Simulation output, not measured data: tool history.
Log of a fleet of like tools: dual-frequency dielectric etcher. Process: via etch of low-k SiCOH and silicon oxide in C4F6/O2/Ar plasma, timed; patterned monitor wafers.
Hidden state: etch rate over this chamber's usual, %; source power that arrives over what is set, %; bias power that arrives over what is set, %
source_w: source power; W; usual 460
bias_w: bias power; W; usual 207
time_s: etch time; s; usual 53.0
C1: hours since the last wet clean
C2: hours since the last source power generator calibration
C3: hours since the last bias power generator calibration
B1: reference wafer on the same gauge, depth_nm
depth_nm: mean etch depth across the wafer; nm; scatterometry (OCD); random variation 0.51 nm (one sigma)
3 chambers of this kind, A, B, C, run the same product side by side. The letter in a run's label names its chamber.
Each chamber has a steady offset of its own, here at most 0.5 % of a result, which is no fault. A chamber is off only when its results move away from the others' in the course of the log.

Run 1C, hour 3.9: usual settings; C1 552.4; C2 140.3; C3 1327.0; B1 157.00. Result: depth_nm 137.560 nm.
Run 2B, hour 9.4: usual settings; C1 367.4; C2 1671.6; C3 4690.9; B1 156.97. Result: depth_nm 137.810 nm.
Run 3A, hour 14.4: usual settings; C1 283.6; C2 2361.7; C3 2175.0; B1 156.95. Result: depth_nm 138.360 nm.
Run 4C, hour 18.9: usual settings; C1 567.4; C2 155.3; C3 1342.0; B1 157.06. Result: depth_nm 137.320 nm.
Run 5B, hour 24.9: usual settings; C1 382.9; C2 1687.1; C3 4706.4; B1 157.04. Result: depth_nm 139.230 nm.
Run 6A, hour 31.4: usual settings; C1 300.6; C2 2378.7; C3 2192.0; B1 157.06. Result: depth_nm 137.910 nm.
At hour 35.5: chamber C: wet clean of the chamber.
At hour 36.0: chamber B: bias power generator calibrated.
Run 7B, hour 37.8: usual settings but bias_w 183 W, time_s 39.5 s; C1 395.8; C2 1700.0; C3 1.9; B1 157.11. Result: depth_nm 99.004 nm.
Run 8C, hour 44.4: usual settings but bias_w 183 W, time_s 39.5 s; C1 9.0; C2 180.8; C3 1367.5; B1 157.05. Result: depth_nm 98.694 nm.
Run 9A, hour 48.9: usual settings but bias_w 183 W, time_s 39.5 s; C1 318.1; C2 2396.2; C3 2209.5; B1 157.16. Result: depth_nm 99.736 nm.
Run 10C, hour 54.2: usual settings; C1 18.8; C2 190.6; C3 1377.3; B1 156.87. Result: depth_nm 138.500 nm.
Run 11A, hour 60.0: usual settings; C1 329.2; C2 2407.3; C3 2220.6; B1 156.98. Result: depth_nm 138.870 nm.
Run 12B, hour 66.3: usual settings; C1 424.3; C2 1728.5; C3 30.4; B1 157.05. Result: depth_nm 138.750 nm.
Run 13C, hour 72.5: usual settings; C1 37.1; C2 208.9; C3 1395.6; B1 156.82. Result: depth_nm 138.120 nm.
Run 14B, hour 78.4: usual settings; C1 436.4; C2 1740.6; C3 42.5; B1 156.99. Result: depth_nm 138.640 nm.
Run 15A, hour 84.8: usual settings; C1 354.0; C2 2432.1; C3 2245.4; B1 156.95. Result: depth_nm 138.960 nm.
At hour 86.3: chamber B: wet clean of the chamber.
Run 16B, hour 90.8: usual settings; C1 4.6; C2 1753.0; C3 54.9; B1 157.04. Result: depth_nm 137.770 nm.
Run 17A, hour 93.9: usual settings but time_s 46.0 s; C1 363.1; C2 2441.2; C3 2254.5; B1 156.90. Result: depth_nm 121.430 nm.
Run 18C, hour 98.3: usual settings but time_s 46.0 s; C1 62.9; C2 234.7; C3 1421.4; B1 156.90. Result: depth_nm 120.510 nm.
Run 19C, hour 103.3: usual settings but time_s 46.0 s; C1 67.9; C2 239.7; C3 1426.4; B1 156.78. Result: depth_nm 119.300 nm.
Run 20B, hour 107.6: usual settings; C1 21.4; C2 1769.8; C3 71.7; B1 156.99. Result: depth_nm 138.580 nm.
Run 21A, hour 113.1: usual settings but time_s 41.0 s; C1 382.3; C2 2460.4; C3 2273.7; B1 156.92. Result: depth_nm 108.530 nm.
Run 22A, hour 119.7: usual settings but time_s 41.0 s; C1 388.9; C2 2467.0; C3 2280.3; B1 156.97. Result: depth_nm 108.410 nm.
Run 23C, hour 125.0: usual settings but time_s 41.0 s; C1 89.6; C2 261.4; C3 1448.1; B1 157.04. Result: depth_nm 106.390 nm.
Run 24B, hour 131.6: usual settings; C1 45.4; C2 1793.8; C3 95.7; B1 156.97. Result: depth_nm 138.330 nm.
Run 25C, hour 137.5: usual settings; C1 102.1; C2 273.9; C3 1460.6; B1 157.03. Result: depth_nm 137.730 nm.
Run 26B, hour 142.8: usual settings but source_w 570 W, bias_w 157 W; C1 56.6; C2 1805.0; C3 106.9; B1 156.88. Result: depth_nm 138.520 nm.
Run 27A, hour 146.4: usual settings but source_w 570 W, bias_w 157 W; C1 415.6; C2 2493.7; C3 2307.0; B1 156.87. Result: depth_nm 141.430 nm.
Run 28A, hour 153.0: usual settings but source_w 570 W, bias_w 157 W; C1 422.2; C2 2500.3; C3 2313.6; B1 156.88. Result: depth_nm 140.550 nm.
Run 29C, hour 157.6: usual settings; C1 122.2; C2 294.0; C3 1480.7; B1 157.15. Result: depth_nm 138.310 nm.
Run 30B, hour 160.6: usual settings; C1 74.4; C2 1822.8; C3 124.7; B1 156.92. Result: depth_nm 138.400 nm.
Run 31B, hour 164.1: usual settings; C1 77.9; C2 1826.3; C3 128.2; B1 157.00. Result: depth_nm 139.220 nm.
Run 32A, hour 168.3: usual settings; C1 437.5; C2 2515.6; C3 2328.9; B1 156.91. Result: depth_nm 141.810 nm.
Run 33C, hour 171.4: usual settings; C1 136.0; C2 307.8; C3 1494.5; B1 157.02. Result: depth_nm 137.630 nm.
Run 34A, hour 174.8: usual settings; C1 444.0; C2 2522.1; C3 2335.4; B1 156.90. Result: depth_nm 141.990 nm.
Run 35C, hour 177.9: usual settings but bias_w 184 W, time_s 38.5 s; C1 142.5; C2 314.3; C3 1501.0; B1 157.00. Result: depth_nm 95.827 nm.
Run 36B, hour 182.5: usual settings but bias_w 184 W, time_s 38.5 s; C1 96.3; C2 1844.7; C3 146.6; B1 156.98. Result: depth_nm 96.810 nm.
Run 37A, hour 185.8: usual settings but bias_w 184 W, time_s 38.5 s; C1 455.0; C2 2533.1; C3 2346.4; B1 156.98. Result: depth_nm 99.935 nm.
Run 38C, hour 190.8: usual settings; C1 155.4; C2 327.2; C3 1513.9; B1 157.00. Result: depth_nm 138.540 nm.
Run 39B, hour 196.5: usual settings; C1 110.3; C2 1858.7; C3 160.6; B1 157.06. Result: depth_nm 138.710 nm.

All 3 chambers run these settings next. Forecast each chamber's results:
Run 40A, hour 201.3: usual settings. Result: depth_nm ?.
Run 40B, hour 201.3: usual settings. Result: depth_nm ?.
Run 40C, hour 201.3: usual settings. Result: depth_nm ?.

run  depth_nm
40A   143.700
40B   139.810
40C   138.720

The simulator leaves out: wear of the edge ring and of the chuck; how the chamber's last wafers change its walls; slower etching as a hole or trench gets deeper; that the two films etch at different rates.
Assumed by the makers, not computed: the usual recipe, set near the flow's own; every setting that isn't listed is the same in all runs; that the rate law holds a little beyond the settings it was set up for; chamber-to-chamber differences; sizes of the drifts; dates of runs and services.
